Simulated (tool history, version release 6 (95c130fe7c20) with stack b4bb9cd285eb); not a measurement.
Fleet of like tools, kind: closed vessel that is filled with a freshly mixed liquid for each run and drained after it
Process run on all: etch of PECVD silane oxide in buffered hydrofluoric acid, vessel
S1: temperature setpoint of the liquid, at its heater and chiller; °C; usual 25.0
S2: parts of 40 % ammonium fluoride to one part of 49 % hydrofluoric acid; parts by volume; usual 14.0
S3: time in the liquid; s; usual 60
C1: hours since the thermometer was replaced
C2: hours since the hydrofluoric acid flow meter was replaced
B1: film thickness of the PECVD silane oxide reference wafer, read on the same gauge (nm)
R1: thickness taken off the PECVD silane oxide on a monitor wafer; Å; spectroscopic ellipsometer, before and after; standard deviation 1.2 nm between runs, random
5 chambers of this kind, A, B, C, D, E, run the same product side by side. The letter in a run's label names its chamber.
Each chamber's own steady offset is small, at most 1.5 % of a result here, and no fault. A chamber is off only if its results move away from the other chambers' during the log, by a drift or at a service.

run	hour	S1	S2	S3	C1	C2	B1	R1
1D	5.8	25.0	14.0	60	1901.2	865.9	59.980	1669.4
2C	10.1	25.0	14.0	60	1438.0	362.1	60.012	1660.8
3A	14.9	25.0	14.0	60	1186.1	896.0	60.024	1702.0
4E	20.0	25.0	14.0	60	1010.7	1349.0	59.979	1679.2
5B	23.0	25.0	14.0	60	1354.2	303.3	60.008	1713.4
6B	26.9	25.0	12.0	60	1358.1	307.2	60.029	1992.1
7E	31.5	25.0	12.0	60	1022.2	1360.5	59.998	1923.3
8C	36.0	25.0	12.0	60	1463.9	388.0	59.998	1978.3
9D	39.3	25.0	12.0	60	1934.7	899.4	59.987	1936.9
10A	43.7	25.0	12.0	60	1214.9	924.8	60.008	1951.4
11A	47.0	22.5	11.5	60	1218.2	928.1	59.973	1764.3
12E	53.0	22.5	11.5	60	1043.7	1382.0	60.003	1769.3
13D	58.9	22.5	11.5	60	1954.3	919.0	60.000	1775.6
14B	64.7	22.5	11.5	60	1395.9	345.0	59.999	1816.5
15C	67.5	22.5	11.5	60	1495.4	419.5	60.013	1757.8
16C	70.8	25.0	14.0	60	1498.7	422.8	59.989	1676.3
17E	73.7	25.0	14.0	60	1064.4	1402.7	59.979	1718.8
18A	78.5	25.0	17.0	85	1249.7	959.6	59.966	1959.4
19D	82.2	25.0	17.0	85	1977.6	942.3	60.001	1953.4
20B	85.7	25.0	17.0	85	1416.9	366.0	60.008	2015.7
21E	89.2	25.0	17.0	85	1079.9	1418.2	60.016	2032.7
22D	93.0	25.0	17.0	85	1988.4	953.1	60.017	1959.4
23C	97.9	25.0	14.0	60	1525.8	449.9	60.017	1657.1
# hour 102.5: chamber B: hydrofluoric acid flow meter replaced
24B	102.5	25.0	14.0	60	1433.7	0.1	59.982	1671.7
25A	107.1	25.0	14.0	60	1278.3	988.2	59.987	1689.1
26D	110.7	25.0	14.0	60	2006.1	970.8	59.984	1666.4
27C	116.5	25.0	14.0	60	1544.4	468.5	59.960	1673.7
28E	121.1	25.0	14.0	60	1111.8	1450.1	59.996	1764.7
29A	125.1	25.0	14.0	60	1296.3	1006.2	60.007	1704.5
30B	129.4	25.0	10.0	85	1460.6	27.0	59.986	3285.9
31E	135.4	25.0	10.0	85	1126.1	1464.4	59.994	3424.8
# hour 140.0: chamber A: hydrofluoric acid flow meter replaced
32A	141.0	25.0	10.0	85	1312.2	1.1	59.993	3302.1
33C	147.1	25.0	10.0	85	1575.0	499.1	60.035	3293.2
34D	151.6	25.0	10.0	85	2047.0	1011.7	59.979	3333.9
35B	155.2	25.0	14.0	60	1486.4	52.8	60.012	1703.3

Is one chamber out of step, is the gauge drifting, or do the chambers differ by no more than their own small offsets? For an off chamber, give its letter and the likeliest cause.

Little by little, chamber E moves away from the other chambers.
Likeliest cause: hydrofluoric acid flow above the setpoint (%) = 10.2.
From this log alone, it may not be told apart from: liquid hotter than its thermometer reads (K).

Below are 4 candidate recipes for chamber E's next run, each the usual settings with a change, their results shown as question marks. Which of them brings E's results back in line with what the other chambers give on the usual settings?
Maximum distance from the other chambers' mean on the usual settings for a result to count as in line: R1 42.0 Å
36E-1	159.7	26.5	14.0	60				?
36E-2	159.7	25.5	14.0	60				?
36E-3	159.7	25.0	14.5	60				?
36E-4	159.7	25.0	14.0	55				?

On the usual settings, the other chambers give on average: R1 1682.2 Å
run	R1
36E-1	1982.2
36E-2	1878.2
36E-3	1767.2
36E-4	1675.7
36E-4 puts the chamber back in line with the other chambers.
